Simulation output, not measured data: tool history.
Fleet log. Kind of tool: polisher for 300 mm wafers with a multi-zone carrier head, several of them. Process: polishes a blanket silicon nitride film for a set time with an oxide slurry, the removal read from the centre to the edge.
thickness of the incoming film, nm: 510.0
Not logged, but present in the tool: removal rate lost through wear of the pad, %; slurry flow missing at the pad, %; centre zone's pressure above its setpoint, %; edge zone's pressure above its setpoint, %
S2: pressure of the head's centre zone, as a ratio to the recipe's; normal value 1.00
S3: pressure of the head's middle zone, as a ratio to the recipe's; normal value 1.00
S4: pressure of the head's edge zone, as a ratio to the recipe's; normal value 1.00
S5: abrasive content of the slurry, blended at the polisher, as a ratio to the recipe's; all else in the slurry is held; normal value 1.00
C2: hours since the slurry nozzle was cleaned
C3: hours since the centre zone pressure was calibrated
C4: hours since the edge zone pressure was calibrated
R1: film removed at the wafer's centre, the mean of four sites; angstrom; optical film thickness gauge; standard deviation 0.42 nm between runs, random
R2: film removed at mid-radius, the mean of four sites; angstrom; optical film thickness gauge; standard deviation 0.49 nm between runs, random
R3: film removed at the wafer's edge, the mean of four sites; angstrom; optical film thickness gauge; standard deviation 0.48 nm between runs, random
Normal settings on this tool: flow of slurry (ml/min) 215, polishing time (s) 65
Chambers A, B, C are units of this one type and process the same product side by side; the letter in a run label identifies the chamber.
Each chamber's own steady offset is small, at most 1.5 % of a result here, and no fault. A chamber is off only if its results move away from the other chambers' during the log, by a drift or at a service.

{"run": "1B", "hour": 14.1, "flow of slurry (ml/min)": 215, "S2": 1.0, "S3": 1.0, "S4": 1.0, "S5": 1.0, "polishing time (s)": 65, "wafers polished on this pad": 943, "C2": 275.3, "C3": 894.3, "C4": 135.3, "R1": 506.39, "R2": 497.41, "R3": 507.26}
{"hour": 16.7, "done": "chamber C: worn pad replaced by a new one"}
{"run": "2C", "hour": 26.3, "flow of slurry (ml/min)": 215, "S2": 1.0, "S3": 1.0, "S4": 1.0, "S5": 1.0, "polishing time (s)": 65, "wafers polished on this pad": 104, "C2": 576.5, "C3": 203.3, "C4": 1177.1, "R1": 506.47, "R2": 512.55, "R3": 501.4}
{"run": "3A", "hour": 39.0, "flow of slurry (ml/min)": 215, "S2": 1.0, "S3": 1.0, "S4": 1.0, "S5": 1.0, "polishing time (s)": 65, "wafers polished on this pad": 1015, "C2": 57.8, "C3": 400.4, "C4": 286.9, "R1": 506.75, "R2": 507.87, "R3": 509.87}
{"run": "4B", "hour": 52.7, "flow of slurry (ml/min)": 215, "S2": 1.0, "S3": 1.0, "S4": 1.0, "S5": 1.0, "polishing time (s)": 65, "wafers polished on this pad": 1359, "C2": 313.9, "C3": 932.9, "C4": 173.9, "R1": 492.17, "R2": 492.5, "R3": 502.35}
{"hour": 61.9, "done": "chamber B: worn pad replaced by a new one"}
{"run": "5A", "hour": 62.1, "flow of slurry (ml/min)": 215, "S2": 1.0, "S3": 1.0, "S4": 1.0, "S5": 1.0, "polishing time (s)": 65, "wafers polished on this pad": 1263, "C2": 80.9, "C3": 423.5, "C4": 310.0, "R1": 498.54, "R2": 508.94, "R3": 501.91}
{"hour": 68.8, "done": "chamber A: worn pad replaced by a new one"}
{"run": "6C", "hour": 72.0, "flow of slurry (ml/min)": 215, "S2": 1.0, "S3": 1.0, "S4": 1.0, "S5": 1.0, "polishing time (s)": 65, "wafers polished on this pad": 596, "C2": 622.2, "C3": 249.0, "C4": 1222.8, "R1": 508.56, "R2": 515.21, "R3": 490.06}
{"run": "7B", "hour": 85.4, "flow of slurry (ml/min)": 215, "S2": 1.0, "S3": 1.0, "S4": 1.0, "S5": 1.0, "polishing time (s)": 65, "wafers polished on this pad": 254, "C2": 346.6, "C3": 965.6, "C4": 206.6, "R1": 503.26, "R2": 498.17, "R3": 509.86}
{"hour": 90.8, "done": "chamber A: edge zone pressure recalibrated"}
{"run": "8A", "hour": 97.4, "flow of slurry (ml/min)": 215, "S2": 1.05, "S3": 1.0, "S4": 1.0, "S5": 1.0, "polishing time (s)": 56, "wafers polished on this pad": 308, "C2": 116.2, "C3": 458.8, "C4": 6.6, "R1": 458.54, "R2": 439.95, "R3": 437.87}
{"run": "9C", "hour": 111.9, "flow of slurry (ml/min)": 215, "S2": 1.05, "S3": 1.0, "S4": 1.0, "S5": 1.0, "polishing time (s)": 56, "wafers polished on this pad": 1026, "C2": 662.1, "C3": 288.9, "C4": 1262.7, "R1": 451.45, "R2": 435.58, "R3": 425.48}
{"hour": 123.0, "done": "chamber C: worn pad replaced by a new one"}
{"run": "10C", "hour": 125.5, "flow of slurry (ml/min)": 215, "S2": 1.05, "S3": 1.0, "S4": 1.0, "S5": 1.0, "polishing time (s)": 56, "wafers polished on this pad": 27, "C2": 675.7, "C3": 302.5, "C4": 1276.3, "R1": 444.56, "R2": 425.04, "R3": 421.41}
{"run": "11B", "hour": 136.7, "flow of slurry (ml/min)": 215, "S2": 1.12, "S3": 1.0, "S4": 0.91, "S5": 1.0, "polishing time (s)": 65, "wafers polished on this pad": 806, "C2": 397.9, "C3": 1016.9, "C4": 257.9, "R1": 569.81, "R2": 498.23, "R3": 486.09}
{"run": "12A", "hour": 146.7, "flow of slurry (ml/min)": 215, "S2": 1.12, "S3": 1.0, "S4": 0.91, "S5": 1.0, "polishing time (s)": 65, "wafers polished on this pad": 839, "C2": 165.5, "C3": 508.1, "C4": 55.9, "R1": 564.63, "R2": 511.8, "R3": 480.22}
{"run": "13B", "hour": 154.2, "flow of slurry (ml/min)": 215, "S2": 1.12, "S3": 1.0, "S4": 0.91, "S5": 1.0, "polishing time (s)": 65, "wafers polished on this pad": 995, "C2": 415.4, "C3": 1034.4, "C4": 275.4, "R1": 571.73, "R2": 488.67, "R3": 474.16}
{"run": "14A", "hour": 162.2, "flow of slurry (ml/min)": 215, "S2": 1.0, "S3": 1.0, "S4": 1.0, "S5": 1.0, "polishing time (s)": 65, "wafers polished on this pad": 1007, "C2": 181.0, "C3": 523.6, "C4": 71.4, "R1": 508.07, "R2": 506.88, "R3": 503.44}
{"hour": 169.6, "done": "chamber A: worn pad replaced by a new one"}
{"run": "15C", "hour": 173.0, "flow of slurry (ml/min)": 215, "S2": 1.0, "S3": 1.0, "S4": 1.0, "S5": 1.0, "polishing time (s)": 65, "wafers polished on this pad": 539, "C2": 723.2, "C3": 350.0, "C4": 1323.8, "R1": 482.25, "R2": 485.7, "R3": 482.86}
{"run": "16B", "hour": 180.5, "flow of slurry (ml/min)": 215, "S2": 1.0, "S3": 1.0, "S4": 1.0, "S5": 1.0, "polishing time (s)": 65, "wafers polished on this pad": 1278, "C2": 441.7, "C3": 1060.7, "C4": 301.7, "R1": 506.39, "R2": 497.2, "R3": 511.56}
{"run": "17C", "hour": 189.3, "flow of slurry (ml/min)": 215, "S2": 1.0, "S3": 1.04, "S4": 1.0, "S5": 0.75, "polishing time (s)": 65, "wafers polished on this pad": 714, "C2": 739.5, "C3": 366.3, "C4": 1340.1, "R1": 419.45, "R2": 435.04, "R3": 425.12}
{"hour": 191.0, "done": "chamber B: worn pad replaced by a new one"}
{"run": "18A", "hour": 201.8, "flow of slurry (ml/min)": 215, "S2": 1.0, "S3": 1.04, "S4": 1.0, "S5": 0.75, "polishing time (s)": 65, "wafers polished on this pad": 347, "C2": 220.6, "C3": 563.2, "C4": 111.0, "R1": 437.5, "R2": 454.46, "R3": 437.1}
{"run": "19C", "hour": 214.9, "flow of slurry (ml/min)": 215, "S2": 1.0, "S3": 1.04, "S4": 1.0, "S5": 0.75, "polishing time (s)": 65, "wafers polished on this pad": 990, "C2": 765.1, "C3": 391.9, "C4": 1365.7, "R1": 409.51, "R2": 421.71, "R3": 420.64}
{"run": "20B", "hour": 226.6, "flow of slurry (ml/min)": 215, "S2": 1.0, "S3": 1.0, "S4": 1.0, "S5": 1.0, "polishing time (s)": 65, "wafers polished on this pad": 384, "C2": 487.8, "C3": 1106.8, "C4": 347.8, "R1": 508.31, "R2": 497.08, "R3": 506.19}
{"run": "21A", "hour": 238.6, "flow of slurry (ml/min)": 185, "S2": 1.0, "S3": 1.0, "S4": 1.0, "S5": 1.0, "polishing time (s)": 65, "wafers polished on this pad": 744, "C2": 257.4, "C3": 600.0, "C4": 147.8, "R1": 496.4, "R2": 506.99, "R3": 496.58}

Read the log: is a single chamber off, either drifting away or since a service, is the gauge that measures every chamber drifting, or is nothing wrong beyond small per-chamber offsets? Name any odd chamber and what most likely caused it.

One chamber, C, drifts off from the rest bit by bit.
Cause: slurry flow missing at the pad, % = 40.3.

Below are 4 candidate recipes for chamber C's next run, each the usual settings with a change, their results shown as question marks. Which of them brings C's results back in line with what the other chambers give on the usual settings?
Counts as in line when no further than this from what the other chambers average on the usual settings: R1 15.00 angstrom; R2 17.00 angstrom; R3 17.00 angstrom
{"run": "22C-1", "hour": 249.3, "flow of slurry (ml/min)": 205, "S2": 0.97, "S3": 0.99, "S4": 1.02, "S5": 0.95, "polishing time (s)": 58, "R1": "?", "R2": "?", "R3": "?"}
{"run": "22C-2", "hour": 249.3, "flow of slurry (ml/min)": 220, "S2": 1.02, "S3": 1.01, "S4": 0.99, "S5": 1.0, "polishing time (s)": 70, "R1": "?", "R2": "?", "R3": "?"}
{"run": "22C-3", "hour": 249.3, "flow of slurry (ml/min)": 225, "S2": 1.03, "S3": 1.01, "S4": 0.98, "S5": 1.05, "polishing time (s)": 72, "R1": "?", "R2": "?", "R3": "?"}
{"run": "22C-4", "hour": 249.3, "flow of slurry (ml/min)": 210, "S2": 0.98, "S3": 0.99, "S4": 1.01, "S5": 1.0, "polishing time (s)": 61, "R1": "?", "R2": "?", "R3": "?"}

Mean of the other chambers on the usual settings: R1 504.87 angstrom; R2 504.54 angstrom; R3 504.70 angstrom
run=22C-1 R1=379.45 R2=392.95 R3=411.84
run=22C-2 R1=504.95 R2=502.36 R3=506.62
run=22C-3 R1=539.57 R2=530.68 R3=531.63
run=22C-4 R1=415.93 R2=425.50 R3=442.93
The answer is 22C-2, which returns the chamber to within the allowed miss of the others.

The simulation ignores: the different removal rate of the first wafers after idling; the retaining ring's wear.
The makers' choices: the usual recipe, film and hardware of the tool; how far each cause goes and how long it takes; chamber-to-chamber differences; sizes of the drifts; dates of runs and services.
